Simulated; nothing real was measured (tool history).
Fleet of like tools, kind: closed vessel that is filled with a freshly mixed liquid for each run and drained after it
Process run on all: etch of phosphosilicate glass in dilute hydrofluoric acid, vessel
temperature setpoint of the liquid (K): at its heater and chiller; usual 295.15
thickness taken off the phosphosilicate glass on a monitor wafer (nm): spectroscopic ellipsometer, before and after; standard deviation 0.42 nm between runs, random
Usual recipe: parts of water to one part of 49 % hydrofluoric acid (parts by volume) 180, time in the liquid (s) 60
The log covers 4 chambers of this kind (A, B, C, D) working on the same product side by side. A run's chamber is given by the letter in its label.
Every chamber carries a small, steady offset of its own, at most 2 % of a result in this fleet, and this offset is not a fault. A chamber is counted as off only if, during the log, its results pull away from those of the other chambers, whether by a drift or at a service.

run	day	temperature setpoint of the liquid (K)	parts of water to one part of 49 % hydrofluoric acid (parts by volume)	time in the liquid (s)	read-back film thickness of the phosphosilicate glass reference wafer, read on the same gauge (nm)	thickness taken off the phosphosilicate glass on a monitor wafer (nm)
1C	0.192	295.15	180	60	130.03	44.852
2D	0.517	295.15	180	60	130.00	44.722
3A	0.754	295.15	180	60	129.99	43.186
4B	0.992	295.15	180	60	129.98	43.798
5D	1.154	295.15	180	60	130.02	45.482
6C	1.404	295.15	260	85	130.02	40.614
7A	1.646	295.15	260	85	130.03	39.212
8B	1.846	295.15	260	85	130.01	39.734
9B	2.117	295.15	260	85	129.98	40.361
10D	2.396	295.15	180	60	129.99	44.584
11C	2.579	295.15	180	60	130.00	45.281
12A	2.888	295.15	180	60	129.98	44.173
13D	3.167	295.15	180	60	130.00	44.591
14C	3.458	295.15	180	60	130.01	45.198
15A	3.796	295.15	180	60	130.00	43.261
16B	4.096	295.15	180	60	130.00	44.084
17D	4.279	295.15	180	60	129.99	45.672
18C	4.562	295.15	180	60	130.01	44.591
19A	4.875	295.15	180	60	129.99	43.843
20B	5.075	295.15	180	60	130.00	44.168
21C	5.342	295.15	180	60	129.98	44.916
# day 5.512: chamber B: hydrofluoric acid flow meter replaced
22B	5.550	295.15	180	60	130.02	43.632
23A	5.796	295.15	215	60	130.00	35.209
24D	5.946	295.15	215	60	129.99	36.261
25D	6.262	295.15	215	60	130.02	36.400
26A	6.508	295.15	215	60	130.00	35.056
27B	6.829	295.15	180	60	130.00	44.296
28C	7.008	295.15	180	60	130.00	44.640
29D	7.292	295.15	180	60	129.99	45.396
30A	7.575	295.15	180	60	129.99	43.684
31C	7.796	299.65	180	60	129.99	53.224
32B	8.083	299.65	180	60	130.01	52.671
# day 8.233: chamber C: hydrofluoric acid flow meter replaced
33B	8.267	299.65	180	60	130.01	52.346
34C	8.562	299.65	180	60	130.02	53.645
35D	8.879	295.15	180	60	129.99	44.972
36A	9.200	295.15	180	60	130.00	43.528
37D	9.467	295.15	180	60	130.01	45.171
38B	9.721	295.15	180	60	130.03	44.637

The same settings go to every chamber for the next run, one line per chamber below. Forecast the results for each:
39A	9.967	292.15	180	60		?
39B	9.967	292.15	180	60		?
39C	9.967	292.15	180	60		?
39D	9.967	292.15	180	60		?

run	thickness taken off the phosphosilicate glass on a monitor wafer (nm)
39A	38.728
39B	39.618
39C	40.114
39D	40.117
